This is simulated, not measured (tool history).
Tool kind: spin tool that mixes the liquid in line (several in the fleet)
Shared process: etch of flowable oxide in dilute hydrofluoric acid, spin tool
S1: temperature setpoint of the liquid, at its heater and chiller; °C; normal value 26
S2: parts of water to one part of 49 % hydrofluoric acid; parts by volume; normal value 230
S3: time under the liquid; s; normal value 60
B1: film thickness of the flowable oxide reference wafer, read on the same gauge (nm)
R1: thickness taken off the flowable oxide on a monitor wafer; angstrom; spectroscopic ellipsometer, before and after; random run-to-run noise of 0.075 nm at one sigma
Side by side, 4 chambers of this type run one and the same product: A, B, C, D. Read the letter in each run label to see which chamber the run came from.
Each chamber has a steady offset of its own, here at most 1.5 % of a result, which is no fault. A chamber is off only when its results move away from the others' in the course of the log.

run,hour,S1,S2,S3,B1,R1
1B,11.5,26,230,60,40.022,127.200
2D,20.7,26,230,60,40.008,124.930
3A,30.9,26,230,60,39.987,125.370
4C,38.5,26,230,60,40.013,125.340
5C,52.1,30,230,30,39.987,71.858
6D,65.6,30,230,30,40.009,71.642
7A,76.5,30,230,30,39.979,72.128
8B,85.8,30,230,30,39.985,71.902
9A,98.9,26,230,60,39.983,126.090
10C,106.9,26,230,60,40.006,125.570
11B,120.3,26,230,60,40.008,126.050
12D,127.6,26,230,60,40.008,125.430
13B,137.2,26,230,60,39.993,127.450
14C,149.2,26,230,60,39.994,125.880
15A,156.2,26,230,60,39.991,125.180
16D,168.0,26,230,60,40.008,124.780
17D,181.2,26,230,60,39.997,124.970
18C,191.3,26,230,60,39.996,123.650
19A,204.0,26,230,60,40.024,126.120
20B,211.9,26,230,60,39.989,127.160
21D,219.8,26,230,60,39.972,125.550
22C,228.2,26,230,60,40.014,122.630
23B,235.4,26,230,60,40.019,126.080
24A,241.9,26,230,60,40.016,125.750
# hour 247.2: chamber B: hydrofluoric acid flow meter replaced
25C,255.6,26,230,60,40.008,120.430
26D,262.1,26,230,60,40.000,123.520
27B,271.3,26,230,60,39.999,125.160
28A,282.8,26,230,60,39.994,126.850
29D,292.9,26,230,60,40.000,124.750
30B,299.2,26,230,60,40.001,125.940
31C,305.3,26,230,60,40.006,118.350
32A,317.7,26,230,60,39.989,125.930
33D,326.0,26,230,60,39.984,125.740
34A,338.7,26,230,60,39.997,126.200
35C,344.8,26,230,60,39.999,117.070
36B,356.9,26,230,60,39.994,126.410
37D,366.8,26,230,60,39.991,124.260
38C,375.5,29,165,60,39.981,196.210
39A,388.4,29,165,60,40.010,210.200
40B,397.6,29,165,60,40.006,210.830

Does one chamber stand apart from the rest, does the shared gauge drift, or is all well apart from small per-chamber offsets? Give the chamber and the most likely cause, where there is one.

It is chamber C that slowly wanders off from its peers.
Most likely cause: hydrofluoric acid flow below the setpoint (%) = 6.64.
Not necessarily distinguishable in this log from: liquid colder than its thermometer reads (K).

Here are 4 candidates for chamber C's next run, each the usual settings with a change, their results left as question marks. Which one brings its results back in line with what the others give on the usual settings?
Counts as in line when no further than this from what the other chambers average on the usual settings: R1 2.600 angstrom
41C-1,407.7,26.0,220,60,,?
41C-2,407.7,28.5,230,60,,?
41C-3,407.7,26.0,240,60,,?
41C-4,407.7,23.5,230,60,,?

The other chambers' mean on the usual settings: R1 125.580 angstrom
run,R1
41C-1,122.040
41C-2,125.660
41C-3,109.170
41C-4,105.530
The right change is 41C-2: it brings the chamber back within the allowed miss of the others.
